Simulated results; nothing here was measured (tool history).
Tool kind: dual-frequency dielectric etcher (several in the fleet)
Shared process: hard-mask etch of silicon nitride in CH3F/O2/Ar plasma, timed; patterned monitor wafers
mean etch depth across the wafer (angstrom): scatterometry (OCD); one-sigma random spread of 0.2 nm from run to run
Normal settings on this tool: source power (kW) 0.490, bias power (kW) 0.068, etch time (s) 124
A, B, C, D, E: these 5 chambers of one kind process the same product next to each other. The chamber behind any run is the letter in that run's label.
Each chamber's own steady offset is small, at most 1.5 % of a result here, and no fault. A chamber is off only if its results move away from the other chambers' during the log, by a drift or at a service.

run   hour  source power (kW)  bias power (kW)  etch time (s)  hours since the last wet clean  hours since the last source power generator calibration  hours since the last bias power generator calibration  read-back reference wafer on the same gauge, depth_nm  mean etch depth across the wafer (angstrom)
 1D    8.7              0.490            0.068            124                           436.2                                                    186.2                                                 3617.3                                                 89.021                                       919.30
 2E   19.6              0.490            0.068            124                           655.1                                                   1639.3                                                 2267.6                                                 89.017                                       916.19
 3A   30.1              0.490            0.068            124                           199.1                                                    610.9                                                 1627.3                                                 88.998                                       932.41
 4C   37.7              0.490            0.068            124                           299.8                                                   1944.3                                                   52.4                                                 89.056                                       928.86
 5B   50.5              0.490            0.068            124                           212.1                                                     96.5                                                 2501.0                                                 89.011                                       915.25
 6B   60.4              0.490            0.068            124                           222.0                                                    106.4                                                 2510.9                                                 88.985                                       914.55
      70.7  -- chamber E: wet clean of the chamber
 7D   71.7              0.580            0.075            124                           499.2                                                    249.2                                                 3680.3                                                 88.995                                      1016.30
 8C   79.3              0.580            0.075            124                           341.4                                                   1985.9                                                   94.0                                                 89.040                                      1027.20
 9A   85.8              0.580            0.075            124                           254.8                                                    666.6                                                 1683.0                                                 89.003                                      1027.60
10E   93.0              0.580            0.075            124                            22.3                                                   1712.7                                                 2341.0                                                 89.004                                      1005.60
11E  105.0              0.580            0.075            124                            34.3                                                   1724.7                                                 2353.0                                                 88.994                                      1011.50
12B  117.1              0.490            0.068            124                           278.7                                                    163.1                                                 2567.6                                                 89.016                                       915.99
13D  124.2              0.490            0.068            124                           551.7                                                    301.7                                                 3732.8                                                 89.038                                       917.46
     130.0  -- chamber B: bias power generator calibrated
14A  133.0              0.490            0.068            124                           302.0                                                    713.8                                                 1730.2                                                 88.982                                       930.56
15C  142.7              0.490            0.068            124                           404.8                                                   2049.3                                                  157.4                                                 88.991                                       933.68
16C  154.5              0.490            0.068            124                           416.6                                                   2061.1                                                  169.2                                                 88.985                                       931.49
17D  167.6              0.490            0.068            124                           595.1                                                    345.1                                                 3776.2                                                 88.964                                       920.97
     176.6  -- chamber D: wet clean of the chamber
18A  178.2              0.490            0.068            124                           347.2                                                    759.0                                                 1775.4                                                 88.975                                       930.01
19E  191.0              0.490            0.068            124                           120.3                                                   1810.7                                                 2439.0                                                 88.992                                       912.74
     194.4  -- chamber A: wet clean of the chamber
20B  202.2              0.490            0.068            124                           363.8                                                    248.2                                                   72.3                                                 88.983                                       915.91
21E  216.2              0.390            0.068            124                           145.5                                                   1835.9                                                 2464.2                                                 88.971                                       836.87
22D  227.9              0.390            0.068            124                            51.4                                                    405.4                                                 3836.5                                                 88.983                                       840.43
23B  234.5              0.390            0.068            124                           396.1                                                    280.5                                                  104.6                                                 88.984                                       839.15
24A  246.1              0.390            0.068            124                            51.8                                                    826.9                                                 1843.3                                                 89.032                                       849.86
     253.6  -- chamber C: wet clean of the chamber
25C  255.7              0.390            0.068            124                             2.2                                                   2162.3                                                  270.4                                                 88.991                                       867.96
26C  267.9              0.490            0.068            124                            14.4                                                   2174.5                                                  282.6                                                 89.004                                       945.89
27A  280.8              0.490            0.068            124                            86.5                                                    861.6                                                 1878.0                                                 88.970                                       932.80
28E  293.3              0.590            0.068            154                           222.6                                                   1913.0                                                 2541.3                                                 88.988                                      1219.10
29D  300.7              0.590            0.068            154                           124.2                                                    478.2                                                 3909.3                                                 89.005                                      1223.50
30B  314.6              0.590            0.068            154                           476.2                                                    360.6                                                  184.7                                                 89.045                                      1216.60
31C  328.9              0.590            0.068            154                            75.4                                                   2235.5                                                  343.6                                                 88.963                                      1265.50
32D  339.4              0.590            0.068            154                           162.9                                                    516.9                                                 3948.0                                                 88.980                                      1223.30
33B  347.4              0.490            0.068            124                           509.0                                                    393.4                                                  217.5                                                 89.072                                       914.98
34E  361.3              0.490            0.068            124                           290.6                                                   1981.0                                                 2609.3                                                 89.000                                       915.47
35A  369.6              0.490            0.068            124                           175.3                                                    950.4                                                 1966.8                                                 88.995                                       929.95
36B  377.7              0.490            0.068            124                           539.3                                                    423.7                                                  247.8                                                 89.026                                       917.41
     379.9  -- chamber E: bias power generator calibrated
37E  388.7              0.590            0.068            112                           318.0                                                   2008.4                                                    8.9                                                 88.991                                       889.16
38C  397.9              0.590            0.068            112                           144.4                                                   2304.5                                                  412.6                                                 89.003                                       917.55
39A  407.1              0.590            0.068            112                           212.8                                                    987.9                                                 2004.3                                                 89.009                                       901.34
40D  418.1              0.590            0.068            112                           241.6                                                    595.6                                                 4026.7                                                 88.988                                       886.88

All 5 chambers run these settings next. Forecast each chamber's results:
41A  428.3              0.490            0.068            124                                                                                                                                                                                                                                                   ?
41B  428.3              0.490            0.068            124                                                                                                                                                                                                                                                   ?
41C  428.3              0.490            0.068            124                                                                                                                                                                                                                                                   ?
41D  428.3              0.490            0.068            124                                                                                                                                                                                                                                                   ?
41E  428.3              0.490            0.068            124                                                                                                                                                                                                                                                   ?

run  mean etch depth across the wafer (angstrom)
41A                                       928.17
41B                                       918.38
41C                                       945.73
41D                                       918.53
41E                                       916.03
